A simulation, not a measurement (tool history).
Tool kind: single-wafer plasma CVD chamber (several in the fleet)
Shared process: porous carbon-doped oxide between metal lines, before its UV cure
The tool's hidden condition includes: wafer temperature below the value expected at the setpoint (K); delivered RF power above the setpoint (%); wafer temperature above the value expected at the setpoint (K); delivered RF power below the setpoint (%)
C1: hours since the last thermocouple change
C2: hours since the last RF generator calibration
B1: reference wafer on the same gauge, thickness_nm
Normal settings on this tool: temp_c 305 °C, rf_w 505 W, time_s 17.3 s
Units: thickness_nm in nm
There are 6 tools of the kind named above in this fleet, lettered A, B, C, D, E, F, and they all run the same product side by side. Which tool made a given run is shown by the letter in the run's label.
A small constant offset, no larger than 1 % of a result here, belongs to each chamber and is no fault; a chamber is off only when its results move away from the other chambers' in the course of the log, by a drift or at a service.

Run 1A, hour 11.9: usual settings; C1 1135.9; C2 595.8; B1 110.53. Result: thickness_nm 94.554 nm.
Run 2C, hour 22.2: usual settings; C1 1540.8; C2 487.4; B1 110.65. Result: thickness_nm 92.340 nm.
Run 3E, hour 33.9: usual settings; C1 39.8; C2 346.7; B1 110.57. Result: thickness_nm 93.304 nm.
Run 4D, hour 41.3: usual settings; C1 1060.8; C2 784.6; B1 110.59. Result: thickness_nm 93.016 nm.
Run 5F, hour 51.6: usual settings; C1 1690.4; C2 1998.7; B1 110.60. Result: thickness_nm 93.608 nm.
Run 6B, hour 59.4: usual settings; C1 1444.1; C2 456.0; B1 110.63. Result: thickness_nm 93.317 nm.
Run 7B, hour 67.1: usual settings but rf_w 555 W; C1 1451.8; C2 463.7; B1 110.52. Result: thickness_nm 99.701 nm.
Run 8E, hour 80.6: usual settings but rf_w 555 W; C1 86.5; C2 393.4; B1 110.55. Result: thickness_nm 99.284 nm.
Run 9A, hour 94.0: usual settings but rf_w 555 W; C1 1218.0; C2 677.9; B1 110.57. Result: thickness_nm 100.010 nm.
At hour 102.3: chamber F: RF generator calibrated.
Run 10C, hour 107.4: usual settings but rf_w 555 W; C1 1626.0; C2 572.6; B1 110.61. Result: thickness_nm 98.346 nm.
Run 11D, hour 119.6: usual settings but rf_w 555 W; C1 1139.1; C2 862.9; B1 110.57. Result: thickness_nm 98.915 nm.
Run 12F, hour 130.5: usual settings but rf_w 555 W; C1 1769.3; C2 28.3; B1 110.59. Result: thickness_nm 100.080 nm.
At hour 136.9: chamber A: RF generator calibrated.
Run 13E, hour 144.3: usual settings; C1 150.2; C2 457.1; B1 110.68. Result: thickness_nm 93.389 nm.
At hour 147.2: chamber C: thermocouple changed; heater temperature recalibrated.
Run 14A, hour 158.6: usual settings but rf_w 460 W, time_s 14.9 s; C1 1282.6; C2 21.7; B1 110.69. Result: thickness_nm 76.197 nm.
Run 15D, hour 165.4: usual settings but rf_w 460 W, time_s 14.9 s; C1 1184.9; C2 908.7; B1 110.58. Result: thickness_nm 75.977 nm.
Run 16B, hour 178.6: usual settings but rf_w 460 W, time_s 14.9 s; C1 1563.3; C2 575.2; B1 110.59. Result: thickness_nm 75.938 nm.
Run 17F, hour 192.3: usual settings but rf_w 460 W, time_s 14.9 s; C1 1831.1; C2 90.1; B1 110.65. Result: thickness_nm 76.394 nm.
Run 18C, hour 206.2: usual settings but rf_w 460 W, time_s 14.9 s; C1 59.0; C2 671.4; B1 110.50. Result: thickness_nm 73.424 nm.
Run 19F, hour 220.4: usual settings but rf_w 460 W, time_s 14.9 s; C1 1859.2; C2 118.2; B1 110.74. Result: thickness_nm 76.255 nm.
Run 20E, hour 234.0: usual settings; C1 239.9; C2 546.8; B1 110.66. Result: thickness_nm 92.485 nm.
Run 21A, hour 245.1: usual settings; C1 1369.1; C2 108.2; B1 110.56. Result: thickness_nm 94.976 nm.
Run 22B, hour 253.0: usual settings; C1 1637.7; C2 649.6; B1 110.58. Result: thickness_nm 93.310 nm.
Run 23C, hour 260.2: usual settings; C1 113.0; C2 725.4; B1 110.69. Result: thickness_nm 90.475 nm.
Run 24D, hour 269.5: usual settings; C1 1289.0; C2 1012.8; B1 110.55. Result: thickness_nm 92.609 nm.
Run 25E, hour 280.8: usual settings; C1 286.7; C2 593.6; B1 110.75. Result: thickness_nm 92.749 nm.
Run 26F, hour 294.2: usual settings; C1 1933.0; C2 192.0; B1 110.51. Result: thickness_nm 93.344 nm.
Run 27B, hour 303.7: usual settings; C1 1688.4; C2 700.3; B1 110.52. Result: thickness_nm 92.805 nm.
At hour 306.4: chamber D: thermocouple changed; heater temperature recalibrated.
Run 28C, hour 314.5: usual settings; C1 167.3; C2 779.7; B1 110.55. Result: thickness_nm 90.530 nm.
Run 29A, hour 323.4: usual settings but temp_c 319 °C, time_s 15.9 s; C1 1447.4; C2 186.5; B1 110.53. Result: thickness_nm 81.214 nm.
Run 30D, hour 331.0: usual settings but temp_c 319 °C, time_s 15.9 s; C1 24.7; C2 1074.3; B1 110.66. Result: thickness_nm 80.088 nm.
At hour 333.5: chamber F: thermocouple changed; heater temperature recalibrated.
Run 31E, hour 344.1: usual settings but temp_c 319 °C, time_s 15.9 s; C1 350.0; C2 656.9; B1 110.61. Result: thickness_nm 79.392 nm.
Run 32D, hour 354.9: usual settings but temp_c 319 °C, time_s 15.9 s; C1 48.6; C2 1098.2; B1 110.57. Result: thickness_nm 80.473 nm.
Run 33F, hour 369.8: usual settings but temp_c 319 °C, time_s 15.9 s; C1 36.3; C2 267.6; B1 110.60. Result: thickness_nm 80.241 nm.
Run 34C, hour 378.0: usual settings but temp_c 319 °C, time_s 15.9 s; C1 230.8; C2 843.2; B1 110.69. Result: thickness_nm 77.393 nm.
Run 35A, hour 387.3: usual settings; C1 1511.3; C2 250.4; B1 110.54. Result: thickness_nm 95.056 nm.
At hour 393.6: chamber A: thermocouple changed; heater temperature recalibrated.
Run 36B, hour 397.4: usual settings; C1 1782.1; C2 794.0; B1 110.66. Result: thickness_nm 93.948 nm.
Run 37B, hour 408.8: usual settings but temp_c 299 °C, time_s 15.8 s; C1 1793.5; C2 805.4; B1 110.53. Result: thickness_nm 88.296 nm.
Run 38D, hour 421.9: usual settings but temp_c 299 °C, time_s 15.8 s; C1 115.6; C2 1165.2; B1 110.61. Result: thickness_nm 88.455 nm.
Run 39F, hour 435.6: usual settings but temp_c 299 °C, time_s 15.8 s; C1 102.1; C2 333.4; B1 110.59. Result: thickness_nm 88.043 nm.
Run 40A, hour 449.5: usual settings but temp_c 299 °C, time_s 15.8 s; C1 56.0; C2 312.6; B1 110.58. Result: thickness_nm 89.160 nm.
Run 41E, hour 463.2: usual settings but temp_c 299 °C, time_s 15.8 s; C1 469.1; C2 776.0; B1 110.42. Result: thickness_nm 88.506 nm.
Run 42C, hour 472.2: usual settings but temp_c 299 °C, time_s 15.8 s; C1 325.0; C2 937.4; B1 110.66. Result: thickness_nm 85.589 nm.

For the next run the whole fleet of 6 chambers uses the same settings. Give each chamber's results:
Run 43A, hour 483.1: usual settings. Result: thickness_nm ?.
Run 43B, hour 483.1: usual settings. Result: thickness_nm ?.
Run 43C, hour 483.1: usual settings. Result: thickness_nm ?.
Run 43D, hour 483.1: usual settings. Result: thickness_nm ?.
Run 43E, hour 483.1: usual settings. Result: thickness_nm ?.
Run 43F, hour 483.1: usual settings. Result: thickness_nm ?.

run  thickness_nm
43A        93.468
43B        92.578
43C        90.730
43D        93.404
43E        93.295
43F        94.117
